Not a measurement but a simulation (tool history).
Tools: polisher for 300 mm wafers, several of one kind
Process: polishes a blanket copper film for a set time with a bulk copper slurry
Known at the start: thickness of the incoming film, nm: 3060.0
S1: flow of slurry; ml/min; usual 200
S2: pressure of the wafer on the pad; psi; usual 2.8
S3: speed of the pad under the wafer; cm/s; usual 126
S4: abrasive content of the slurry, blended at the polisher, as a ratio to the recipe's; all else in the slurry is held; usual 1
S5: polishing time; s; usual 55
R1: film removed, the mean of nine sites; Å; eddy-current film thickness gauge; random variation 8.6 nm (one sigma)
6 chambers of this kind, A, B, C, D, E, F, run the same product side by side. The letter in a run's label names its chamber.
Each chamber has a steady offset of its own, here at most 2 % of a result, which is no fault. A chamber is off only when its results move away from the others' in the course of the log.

run	day	S1	S2	S3	S4	S5	R1
1A	0.196	200	2.8	126	1	55	6269.4
# day 0.371: chamber A: worn pad replaced by a new one
2C	0.45	200	2.8	126	1	55	6196.6
3F	0.712	200	2.8	126	1	55	6417.7
4B	0.842	200	2.8	126	1	55	6052.5
5D	1.079	200	2.8	126	1	55	6260.9
6E	1.238	200	2.8	126	1	55	6046.1
# day 1.429: chamber E: worn pad replaced by a new one
# day 1.454: chamber C: worn pad replaced by a new one
7A	1.454	200	2.8	126	1	55	6238.9
# day 1.575: chamber B: worn pad replaced by a new one
8B	1.592	200	2.8	126	1	55	6368.8
9C	1.825	200	2.8	126	1	55	6163.2
# day 1.862: chamber D: worn pad replaced by a new one
# day 2.058: chamber F: slurry blender recalibrated
10E	2.088	200	2.8	126	1	55	6173.9
# day 2.112: chamber B: slurry blender recalibrated
11F	2.275	200	2.8	126	1	55	6160.6
12D	2.429	200	2.8	84	1.15	55	4189
# day 2.554: chamber A: worn pad replaced by a new one
13E	2.688	200	2.8	84	1.15	55	4220
# day 2.862: chamber A: slurry blender recalibrated
14D	2.904	200	2.8	84	1.15	55	4259.4
15A	3.096	200	2.8	84	1.15	55	4324.6
16F	3.25	200	2.8	84	1.15	55	4227.9
# day 3.358: chamber E: worn pad replaced by a new one
17C	3.433	200	2.8	84	1.15	55	4313.1
# day 3.504: chamber C: head pressure recalibrated
# day 3.508: chamber B: worn pad replaced by a new one
18B	3.7	200	2.8	126	1	55	6318.9
# day 3.742: chamber C: worn pad replaced by a new one
19C	3.825	200	2.8	126	1	55	6236.5
# day 4.062: chamber F: slurry nozzle cleaned
20D	4.079	200	2.8	126	1	55	6204.9
21A	4.267	200	2.1	126	1	73	6294
# day 4.3: chamber F: head pressure recalibrated
22E	4.446	200	2.1	126	1	73	6320.1
# day 4.492: chamber A: worn pad replaced by a new one
23B	4.583	200	2.1	126	1	73	6044.7
24F	4.729	200	2.1	126	1	73	6214.4
25F	4.879	200	2.1	126	1	73	5922.8
# day 5.021: chamber E: worn pad replaced by a new one
26C	5.083	200	2.1	126	1	73	6230.3
# day 5.3: chamber B: worn pad replaced by a new one
27B	5.321	200	2.8	126	1	55	6235.9
28E	5.571	200	2.8	126	1	55	6080.3
# day 5.612: chamber D: worn pad replaced by a new one
29D	5.746	200	2.8	126	1	55	6115.6
# day 5.875: chamber C: slurry blender recalibrated
30A	5.921	200	2.8	126	1	55	6179
# day 5.979: chamber C: worn pad replaced by a new one
31D	6.171	200	2.8	126	1	64	7114.3
# day 6.246: chamber B: head pressure recalibrated
32B	6.408	200	2.8	126	1	64	7006.4
# day 6.612: chamber A: worn pad replaced by a new one
33E	6.625	200	2.8	126	1	64	7108.9
34A	6.862	200	2.8	126	1	64	7595
# day 7: chamber E: worn pad replaced by a new one
35C	7.058	200	2.8	126	1	64	7216.2
36F	7.183	200	2.8	126	1	64	6676.1
# day 7.271: chamber E: slurry blender recalibrated
# day 7.304: chamber B: worn pad replaced by a new one
37E	7.388	200	2.8	126	1	55	6094.9
38A	7.588	200	2.8	126	1	55	6475.7
39C	7.833	200	2.8	126	1	55	6179.9
40B	8.021	200	2.8	126	1	55	6138.9
41D	8.246	200	2.8	126	1	55	6145.5
# day 8.329: chamber A: worn pad replaced by a new one
42F	8.467	200	2.8	126	1	55	5836.7
43D	8.654	200	2.8	126	1	55	6320.2
44A	8.896	200	2.8	126	1	55	6285.9

What goes on in this fleet: one chamber off, a drifting gauge, or nothing beyond the chambers' own small offsets? Name the chamber and the cause, if any.

Chamber F drifts away from the others.
Cause: removal rate lost through wear of the pad, % = 10.3.

Here are 4 candidates for chamber F's next run, each the usual settings with a change, their results left as question marks. Which one brings its results back in line with what the others give on the usual settings?
In line means no further than this from the other chambers' mean on the usual settings: R1 300 Å
45F-1	9.083	200	3	134	1	58	?
45F-2	9.083	200	2.8	120	1	53	?
45F-3	9.083	200	2.8	136	1	55	?
45F-4	9.083	120	2.8	126	0.6	55	?

The other chambers' mean on the usual settings: R1 6189.7 Å
run	R1
45F-1	6822.9
45F-2	5201.4
45F-3	6124.6
45F-4	4677.8
45F-3 brings the chamber back in line.

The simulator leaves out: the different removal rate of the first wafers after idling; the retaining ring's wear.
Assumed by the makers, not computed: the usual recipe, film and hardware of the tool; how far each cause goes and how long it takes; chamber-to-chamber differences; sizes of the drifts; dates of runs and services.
